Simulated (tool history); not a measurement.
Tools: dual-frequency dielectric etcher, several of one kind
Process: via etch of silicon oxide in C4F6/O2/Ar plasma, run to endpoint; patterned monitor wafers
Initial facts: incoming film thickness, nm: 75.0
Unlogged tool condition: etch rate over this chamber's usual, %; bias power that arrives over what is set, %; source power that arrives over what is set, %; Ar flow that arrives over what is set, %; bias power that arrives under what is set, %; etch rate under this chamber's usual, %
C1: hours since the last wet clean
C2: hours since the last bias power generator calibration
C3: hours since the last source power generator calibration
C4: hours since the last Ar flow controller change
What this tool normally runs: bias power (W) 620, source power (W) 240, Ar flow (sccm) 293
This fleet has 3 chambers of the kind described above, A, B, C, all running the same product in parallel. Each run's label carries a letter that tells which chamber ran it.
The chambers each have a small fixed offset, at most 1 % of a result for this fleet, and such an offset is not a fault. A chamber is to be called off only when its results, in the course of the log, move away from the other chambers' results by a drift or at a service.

{"run": "1A", "hour": 12.5, "bias power (W)": 620, "source power (W)": 240, "Ar flow (sccm)": 293, "C1": 324.6, "C2": 1886.4, "C3": 2540.7, "C4": 1967.2, "endpoint time (s)": 18.127}
{"run": "2C", "hour": 21.7, "bias power (W)": 620, "source power (W)": 240, "Ar flow (sccm)": 293, "C1": 343.5, "C2": 3541.4, "C3": 2937.0, "C4": 1158.6, "endpoint time (s)": 18.324}
{"run": "3B", "hour": 34.1, "bias power (W)": 620, "source power (W)": 240, "Ar flow (sccm)": 293, "C1": 381.5, "C2": 1462.8, "C3": 3861.8, "C4": 1042.1, "endpoint time (s)": 18.167}
{"run": "4B", "hour": 42.2, "bias power (W)": 620, "source power (W)": 240, "Ar flow (sccm)": 293, "C1": 389.6, "C2": 1470.9, "C3": 3869.9, "C4": 1050.2, "endpoint time (s)": 18.461}
{"run": "5C", "hour": 49.8, "bias power (W)": 620, "source power (W)": 240, "Ar flow (sccm)": 293, "C1": 371.6, "C2": 3569.5, "C3": 2965.1, "C4": 1186.7, "endpoint time (s)": 18.324}
{"hour": 52.8, "done": "chamber A: source power generator calibrated"}
{"run": "6A", "hour": 60.8, "bias power (W)": 620, "source power (W)": 240, "Ar flow (sccm)": 293, "C1": 372.9, "C2": 1934.7, "C3": 8.1, "C4": 2015.5, "endpoint time (s)": 17.89}
{"hour": 65.1, "done": "chamber C: wet clean of the chamber"}
{"run": "7B", "hour": 70.1, "bias power (W)": 620, "source power (W)": 240, "Ar flow (sccm)": 293, "C1": 417.5, "C2": 1498.8, "C3": 3897.8, "C4": 1078.1, "endpoint time (s)": 18.358}
{"run": "8C", "hour": 76.5, "bias power (W)": 620, "source power (W)": 240, "Ar flow (sccm)": 293, "C1": 11.5, "C2": 3596.2, "C3": 2991.8, "C4": 1213.4, "endpoint time (s)": 18.248}
{"run": "9A", "hour": 88.7, "bias power (W)": 620, "source power (W)": 240, "Ar flow (sccm)": 293, "C1": 400.8, "C2": 1962.6, "C3": 36.0, "C4": 2043.4, "endpoint time (s)": 18.043}
{"run": "10A", "hour": 96.2, "bias power (W)": 620, "source power (W)": 240, "Ar flow (sccm)": 293, "C1": 408.3, "C2": 1970.1, "C3": 43.5, "C4": 2050.9, "endpoint time (s)": 18.14}
{"run": "11C", "hour": 103.8, "bias power (W)": 620, "source power (W)": 240, "Ar flow (sccm)": 293, "C1": 38.8, "C2": 3623.5, "C3": 3019.1, "C4": 1240.7, "endpoint time (s)": 18.074}
{"run": "12B", "hour": 113.9, "bias power (W)": 620, "source power (W)": 240, "Ar flow (sccm)": 293, "C1": 461.3, "C2": 1542.6, "C3": 3941.6, "C4": 1121.9, "endpoint time (s)": 18.383}
{"run": "13A", "hour": 120.9, "bias power (W)": 620, "source power (W)": 240, "Ar flow (sccm)": 293, "C1": 433.0, "C2": 1994.8, "C3": 68.2, "C4": 2075.6, "endpoint time (s)": 18.201}
{"hour": 131.1, "done": "chamber A: wet clean of the chamber"}
{"run": "14C", "hour": 132.3, "bias power (W)": 620, "source power (W)": 240, "Ar flow (sccm)": 293, "C1": 67.3, "C2": 3652.0, "C3": 3047.6, "C4": 1269.2, "endpoint time (s)": 18.218}
{"run": "15B", "hour": 140.4, "bias power (W)": 620, "source power (W)": 240, "Ar flow (sccm)": 293, "C1": 487.8, "C2": 1569.1, "C3": 3968.1, "C4": 1148.4, "endpoint time (s)": 18.373}
{"run": "16C", "hour": 148.6, "bias power (W)": 620, "source power (W)": 240, "Ar flow (sccm)": 293, "C1": 83.6, "C2": 3668.3, "C3": 3063.9, "C4": 1285.5, "endpoint time (s)": 18.235}
{"run": "17A", "hour": 156.7, "bias power (W)": 620, "source power (W)": 240, "Ar flow (sccm)": 293, "C1": 25.6, "C2": 2030.6, "C3": 104.0, "C4": 2111.4, "endpoint time (s)": 18.098}
{"run": "18B", "hour": 167.8, "bias power (W)": 620, "source power (W)": 240, "Ar flow (sccm)": 293, "C1": 515.2, "C2": 1596.5, "C3": 3995.5, "C4": 1175.8, "endpoint time (s)": 18.475}
{"run": "19C", "hour": 181.1, "bias power (W)": 752, "source power (W)": 200, "Ar flow (sccm)": 293, "C1": 116.1, "C2": 3700.8, "C3": 3096.4, "C4": 1318.0, "endpoint time (s)": 17.819}
{"run": "20B", "hour": 190.3, "bias power (W)": 752, "source power (W)": 200, "Ar flow (sccm)": 293, "C1": 537.7, "C2": 1619.0, "C3": 4018.0, "C4": 1198.3, "endpoint time (s)": 17.973}
{"run": "21A", "hour": 203.8, "bias power (W)": 752, "source power (W)": 200, "Ar flow (sccm)": 293, "C1": 72.7, "C2": 2077.7, "C3": 151.1, "C4": 2158.5, "endpoint time (s)": 17.96}
{"run": "22B", "hour": 213.7, "bias power (W)": 620, "source power (W)": 280, "Ar flow (sccm)": 354, "C1": 561.1, "C2": 1642.4, "C3": 4041.4, "C4": 1221.7, "endpoint time (s)": 17.446}
{"run": "23C", "hour": 223.3, "bias power (W)": 620, "source power (W)": 280, "Ar flow (sccm)": 354, "C1": 158.3, "C2": 3743.0, "C3": 3138.6, "C4": 1360.2, "endpoint time (s)": 17.623}
{"run": "24A", "hour": 235.7, "bias power (W)": 620, "source power (W)": 280, "Ar flow (sccm)": 354, "C1": 104.6, "C2": 2109.6, "C3": 183.0, "C4": 2190.4, "endpoint time (s)": 17.683}
{"run": "25A", "hour": 243.9, "bias power (W)": 620, "source power (W)": 240, "Ar flow (sccm)": 293, "C1": 112.8, "C2": 2117.8, "C3": 191.2, "C4": 2198.6, "endpoint time (s)": 18.149}
{"run": "26C", "hour": 254.3, "bias power (W)": 620, "source power (W)": 240, "Ar flow (sccm)": 293, "C1": 189.3, "C2": 3774.0, "C3": 3169.6, "C4": 1391.2, "endpoint time (s)": 18.188}
{"hour": 255.4, "done": "chamber B: wet clean of the chamber"}
{"run": "27B", "hour": 260.5, "bias power (W)": 620, "source power (W)": 240, "Ar flow (sccm)": 293, "C1": 5.1, "C2": 1689.2, "C3": 4088.2, "C4": 1268.5, "endpoint time (s)": 18.296}
{"run": "28C", "hour": 267.1, "bias power (W)": 620, "source power (W)": 240, "Ar flow (sccm)": 293, "C1": 202.1, "C2": 3786.8, "C3": 3182.4, "C4": 1404.0, "endpoint time (s)": 18.002}
{"run": "29A", "hour": 274.7, "bias power (W)": 620, "source power (W)": 240, "Ar flow (sccm)": 293, "C1": 143.6, "C2": 2148.6, "C3": 222.0, "C4": 2229.4, "endpoint time (s)": 18.337}
{"run": "30B", "hour": 285.4, "bias power (W)": 620, "source power (W)": 240, "Ar flow (sccm)": 293, "C1": 30.0, "C2": 1714.1, "C3": 4113.1, "C4": 1293.4, "endpoint time (s)": 18.477}
{"run": "31C", "hour": 292.0, "bias power (W)": 620, "source power (W)": 240, "Ar flow (sccm)": 293, "C1": 227.0, "C2": 3811.7, "C3": 3207.3, "C4": 1428.9, "endpoint time (s)": 18.296}
{"run": "32B", "hour": 305.6, "bias power (W)": 733, "source power (W)": 240, "Ar flow (sccm)": 336, "C1": 50.2, "C2": 1734.3, "C3": 4133.3, "C4": 1313.6, "endpoint time (s)": 17.3}
{"run": "33A", "hour": 316.6, "bias power (W)": 733, "source power (W)": 240, "Ar flow (sccm)": 336, "C1": 185.5, "C2": 2190.5, "C3": 263.9, "C4": 2271.3, "endpoint time (s)": 17.39}
{"run": "34A", "hour": 328.0, "bias power (W)": 733, "source power (W)": 240, "Ar flow (sccm)": 336, "C1": 196.9, "C2": 2201.9, "C3": 275.3, "C4": 2282.7, "endpoint time (s)": 17.213}
{"run": "35C", "hour": 336.0, "bias power (W)": 620, "source power (W)": 240, "Ar flow (sccm)": 293, "C1": 271.0, "C2": 3855.7, "C3": 3251.3, "C4": 1472.9, "endpoint time (s)": 18.157}
{"run": "36B", "hour": 346.5, "bias power (W)": 620, "source power (W)": 240, "Ar flow (sccm)": 293, "C1": 91.1, "C2": 1775.2, "C3": 4174.2, "C4": 1354.5, "endpoint time (s)": 18.03}
{"run": "37B", "hour": 358.3, "bias power (W)": 620, "source power (W)": 240, "Ar flow (sccm)": 293, "C1": 102.9, "C2": 1787.0, "C3": 4186.0, "C4": 1366.3, "endpoint time (s)": 18.455}
{"run": "38C", "hour": 370.1, "bias power (W)": 620, "source power (W)": 240, "Ar flow (sccm)": 293, "C1": 305.1, "C2": 3889.8, "C3": 3285.4, "C4": 1507.0, "endpoint time (s)": 18.197}
{"run": "39A", "hour": 382.4, "bias power (W)": 620, "source power (W)": 240, "Ar flow (sccm)": 293, "C1": 251.3, "C2": 2256.3, "C3": 329.7, "C4": 2337.1, "endpoint time (s)": 18.06}
{"run": "40B", "hour": 388.9, "bias power (W)": 620, "source power (W)": 240, "Ar flow (sccm)": 293, "C1": 133.5, "C2": 1817.6, "C3": 4216.6, "C4": 1396.9, "endpoint time (s)": 18.206}
{"run": "41C", "hour": 399.4, "bias power (W)": 620, "source power (W)": 240, "Ar flow (sccm)": 293, "C1": 334.4, "C2": 3919.1, "C3": 3314.7, "C4": 1536.3, "endpoint time (s)": 18.356}
{"run": "42A", "hour": 410.2, "bias power (W)": 620, "source power (W)": 240, "Ar flow (sccm)": 293, "C1": 279.1, "C2": 2284.1, "C3": 357.5, "C4": 2364.9, "endpoint time (s)": 18.228}
{"run": "43A", "hour": 421.6, "bias power (W)": 574, "source power (W)": 190, "Ar flow (sccm)": 293, "C1": 290.5, "C2": 2295.5, "C3": 368.9, "C4": 2376.3, "endpoint time (s)": 20.27}
{"run": "44C", "hour": 431.9, "bias power (W)": 574, "source power (W)": 190, "Ar flow (sccm)": 293, "C1": 366.9, "C2": 3951.6, "C3": 3347.2, "C4": 1568.8, "endpoint time (s)": 20.527}

Next, all 3 chambers run the settings below, one line each with question marks for the results. What does each chamber give?
{"run": "45A", "hour": 441.7, "bias power (W)": 735, "source power (W)": 240, "Ar flow (sccm)": 293, "endpoint time (s)": "?"}
{"run": "45B", "hour": 441.7, "bias power (W)": 735, "source power (W)": 240, "Ar flow (sccm)": 293, "endpoint time (s)": "?"}
{"run": "45C", "hour": 441.7, "bias power (W)": 735, "source power (W)": 240, "Ar flow (sccm)": 293, "endpoint time (s)": "?"}

run=45A endpoint_time_(s)=16.845
run=45B endpoint_time_(s)=16.930
run=45C endpoint_time_(s)=17.020
